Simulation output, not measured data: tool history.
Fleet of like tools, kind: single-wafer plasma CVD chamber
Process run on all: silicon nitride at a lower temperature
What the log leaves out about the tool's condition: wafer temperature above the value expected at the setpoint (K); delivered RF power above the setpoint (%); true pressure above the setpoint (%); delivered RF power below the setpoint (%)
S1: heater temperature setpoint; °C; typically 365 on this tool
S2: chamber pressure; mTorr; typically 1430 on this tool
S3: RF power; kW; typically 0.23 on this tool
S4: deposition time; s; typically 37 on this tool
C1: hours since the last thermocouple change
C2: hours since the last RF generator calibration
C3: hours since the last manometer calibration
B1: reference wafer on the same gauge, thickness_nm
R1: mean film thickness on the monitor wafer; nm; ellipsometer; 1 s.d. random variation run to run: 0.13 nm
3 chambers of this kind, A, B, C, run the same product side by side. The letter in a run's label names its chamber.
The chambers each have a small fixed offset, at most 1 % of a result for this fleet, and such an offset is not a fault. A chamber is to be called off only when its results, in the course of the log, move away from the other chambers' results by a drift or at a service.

{"run": "1B", "hour": 5.9, "S1": 365, "S2": 1430, "S3": 0.23, "S4": 37, "C1": 331.5, "C2": 1450.4, "C3": 2285, "B1": 38.165, "R1": 34.758}
{"run": "2C", "hour": 9.1, "S1": 365, "S2": 1430, "S3": 0.23, "S4": 37, "C1": 172.7, "C2": 977.7, "C3": 693.4, "B1": 38.164, "R1": 34.922}
{"run": "3A", "hour": 15.5, "S1": 365, "S2": 1430, "S3": 0.23, "S4": 37, "C1": 142.8, "C2": 1338.6, "C3": 559, "B1": 38.217, "R1": 34.384}
{"run": "4A", "hour": 18.7, "S1": 365, "S2": 1430, "S3": 0.23, "S4": 37, "C1": 146, "C2": 1341.8, "C3": 562.2, "B1": 38.219, "R1": 34.312}
{"run": "5C", "hour": 21.9, "S1": 365, "S2": 1430, "S3": 0.23, "S4": 37, "C1": 185.5, "C2": 990.5, "C3": 706.2, "B1": 38.204, "R1": 35.158}
{"run": "6B", "hour": 25.6, "S1": 365, "S2": 1430, "S3": 0.23, "S4": 44, "C1": 351.2, "C2": 1470.1, "C3": 2304.7, "B1": 38.241, "R1": 41.228}
{"run": "7C", "hour": 32.4, "S1": 365, "S2": 1430, "S3": 0.23, "S4": 44, "C1": 196, "C2": 1001, "C3": 716.7, "B1": 38.196, "R1": 41.554}
{"run": "8B", "hour": 37.5, "S1": 365, "S2": 1430, "S3": 0.23, "S4": 44, "C1": 363.1, "C2": 1482, "C3": 2316.6, "B1": 38.2, "R1": 41.286}
{"run": "9A", "hour": 41.5, "S1": 365, "S2": 1770, "S3": 0.23, "S4": 34.8, "C1": 168.8, "C2": 1364.6, "C3": 585, "B1": 38.19, "R1": 34.486}
{"run": "10A", "hour": 45.8, "S1": 365, "S2": 1770, "S3": 0.23, "S4": 34.8, "C1": 173.1, "C2": 1368.9, "C3": 589.3, "B1": 38.173, "R1": 34.561}
{"run": "11B", "hour": 51.9, "S1": 365, "S2": 1770, "S3": 0.23, "S4": 34.8, "C1": 377.5, "C2": 1496.4, "C3": 2331, "B1": 38.225, "R1": 34.73}
{"run": "12C", "hour": 55.2, "S1": 365, "S2": 1430, "S3": 0.23, "S4": 37, "C1": 218.8, "C2": 1023.8, "C3": 739.5, "B1": 38.206, "R1": 34.914}
{"run": "13C", "hour": 58.4, "S1": 365, "S2": 1430, "S3": 0.23, "S4": 37, "C1": 222, "C2": 1027, "C3": 742.7, "B1": 38.194, "R1": 34.938}
{"run": "14B", "hour": 64.7, "S1": 365, "S2": 1430, "S3": 0.23, "S4": 37, "C1": 390.3, "C2": 1509.2, "C3": 2343.8, "B1": 38.173, "R1": 34.474}
{"run": "15A", "hour": 70.6, "S1": 365, "S2": 1300, "S3": 0.23, "S4": 37, "C1": 197.9, "C2": 1393.7, "C3": 614.1, "B1": 38.235, "R1": 33.542}
{"run": "16C", "hour": 77.5, "S1": 365, "S2": 1300, "S3": 0.23, "S4": 37, "C1": 241.1, "C2": 1046.1, "C3": 761.8, "B1": 38.202, "R1": 33.669}
{"run": "17A", "hour": 84.4, "S1": 365, "S2": 1300, "S3": 0.23, "S4": 37, "C1": 211.7, "C2": 1407.5, "C3": 627.9, "B1": 38.216, "R1": 33.8}
{"run": "18B", "hour": 90.1, "S1": 365, "S2": 1430, "S3": 0.23, "S4": 37, "C1": 415.7, "C2": 1534.6, "C3": 2369.2, "B1": 38.23, "R1": 34.597}
{"run": "19C", "hour": 93.3, "S1": 365, "S2": 1430, "S3": 0.23, "S4": 37, "C1": 256.9, "C2": 1061.9, "C3": 777.6, "B1": 38.205, "R1": 34.398}
{"run": "20A", "hour": 98.7, "S1": 365, "S2": 1430, "S3": 0.23, "S4": 37, "C1": 226, "C2": 1421.8, "C3": 642.2, "B1": 38.214, "R1": 34.192}
{"run": "21B", "hour": 102.6, "S1": 365, "S2": 1430, "S3": 0.23, "S4": 37, "C1": 428.2, "C2": 1547.1, "C3": 2381.7, "B1": 38.224, "R1": 34.612}
{"run": "22C", "hour": 109.7, "S1": 365, "S2": 1430, "S3": 0.2, "S4": 37, "C1": 273.3, "C2": 1078.3, "C3": 794, "B1": 38.215, "R1": 30.858}
{"run": "23B", "hour": 114.2, "S1": 365, "S2": 1430, "S3": 0.2, "S4": 37, "C1": 439.8, "C2": 1558.7, "C3": 2393.3, "B1": 38.253, "R1": 31.089}
{"run": "24A", "hour": 117.9, "S1": 365, "S2": 1430, "S3": 0.2, "S4": 37, "C1": 245.2, "C2": 1441, "C3": 661.4, "B1": 38.21, "R1": 30.884}
{"run": "25B", "hour": 122.0, "S1": 365, "S2": 1430, "S3": 0.23, "S4": 37, "C1": 447.6, "C2": 1566.5, "C3": 2401.1, "B1": 38.188, "R1": 34.442}
{"run": "26A", "hour": 126.5, "S1": 365, "S2": 1260, "S3": 0.245, "S4": 37, "C1": 253.8, "C2": 1449.6, "C3": 670, "B1": 38.21, "R1": 34.822}
{"run": "27C", "hour": 131.2, "S1": 365, "S2": 1260, "S3": 0.245, "S4": 37, "C1": 294.8, "C2": 1099.8, "C3": 815.5, "B1": 38.172, "R1": 34.213}
{"run": "28B", "hour": 137.2, "S1": 365, "S2": 1260, "S3": 0.245, "S4": 37, "C1": 462.8, "C2": 1581.7, "C3": 2416.3, "B1": 38.222, "R1": 34.747}
{"run": "29A", "hour": 142.0, "S1": 365, "S2": 1430, "S3": 0.255, "S4": 40.1, "C1": 269.3, "C2": 1465.1, "C3": 685.5, "B1": 38.172, "R1": 40.392}
{"run": "30C", "hour": 145.6, "S1": 365, "S2": 1430, "S3": 0.255, "S4": 40.1, "C1": 309.2, "C2": 1114.2, "C3": 829.9, "B1": 38.2, "R1": 39.176}
{"run": "31B", "hour": 152.7, "S1": 365, "S2": 1430, "S3": 0.255, "S4": 40.1, "C1": 478.3, "C2": 1597.2, "C3": 2431.8, "B1": 38.182, "R1": 40.613}
{"run": "32C", "hour": 157.7, "S1": 365, "S2": 1430, "S3": 0.23, "S4": 37, "C1": 321.3, "C2": 1126.3, "C3": 842, "B1": 38.224, "R1": 33.71}
{"run": "33A", "hour": 162.2, "S1": 365, "S2": 1430, "S3": 0.23, "S4": 37, "C1": 289.5, "C2": 1485.3, "C3": 705.7, "B1": 38.205, "R1": 34.594}
{"run": "34B", "hour": 166.8, "S1": 365, "S2": 1430, "S3": 0.23, "S4": 37, "C1": 492.4, "C2": 1611.3, "C3": 2445.9, "B1": 38.212, "R1": 34.71}
{"run": "35A", "hour": 171.9, "S1": 365, "S2": 1430, "S3": 0.23, "S4": 37, "C1": 299.2, "C2": 1495, "C3": 715.4, "B1": 38.212, "R1": 34.442}
{"run": "36C", "hour": 177.0, "S1": 365, "S2": 1430, "S3": 0.23, "S4": 37, "C1": 340.6, "C2": 1145.6, "C3": 861.3, "B1": 38.189, "R1": 33.53}
{"run": "37B", "hour": 180.2, "S1": 365, "S2": 1120, "S3": 0.23, "S4": 37, "C1": 505.8, "C2": 1624.7, "C3": 2459.3, "B1": 38.215, "R1": 31.882}

What goes on in this fleet: one chamber off, a drifting gauge, or nothing beyond the chambers' own small offsets? Name the chamber and the cause, if any.

Little by little, chamber C moves away from the other chambers.
Cause: delivered RF power below the setpoint (%) = 6.3.

Chamber C could run next with any of the 4 candidate recipes listed below; each alters the usual settings, and their results appear as question marks. Which one brings its results back in line with what the other chambers deliver on the usual settings?
Counts as in line when no further than this from what the other chambers average on the usual settings: R1 0.44 nm
{"run": "38C-1", "hour": 185.3, "S1": 365, "S2": 1430, "S3": 0.23, "S4": 38.3, "R1": "?"}
{"run": "38C-2", "hour": 185.3, "S1": 365, "S2": 1420, "S3": 0.225, "S4": 36.2, "R1": "?"}
{"run": "38C-3", "hour": 185.3, "S1": 365, "S2": 1440, "S3": 0.23, "S4": 37.4, "R1": "?"}
{"run": "38C-4", "hour": 185.3, "S1": 365, "S2": 1430, "S3": 0.23, "S4": 36.7, "R1": "?"}

The mean the other chambers reach with the usual settings: R1 34.557 nm
run=38C-1 R1=34.539
run=38C-2 R1=32.069
run=38C-3 R1=33.797
run=38C-4 R1=33.099
It is 38C-1 that realigns the chamber with its peers.
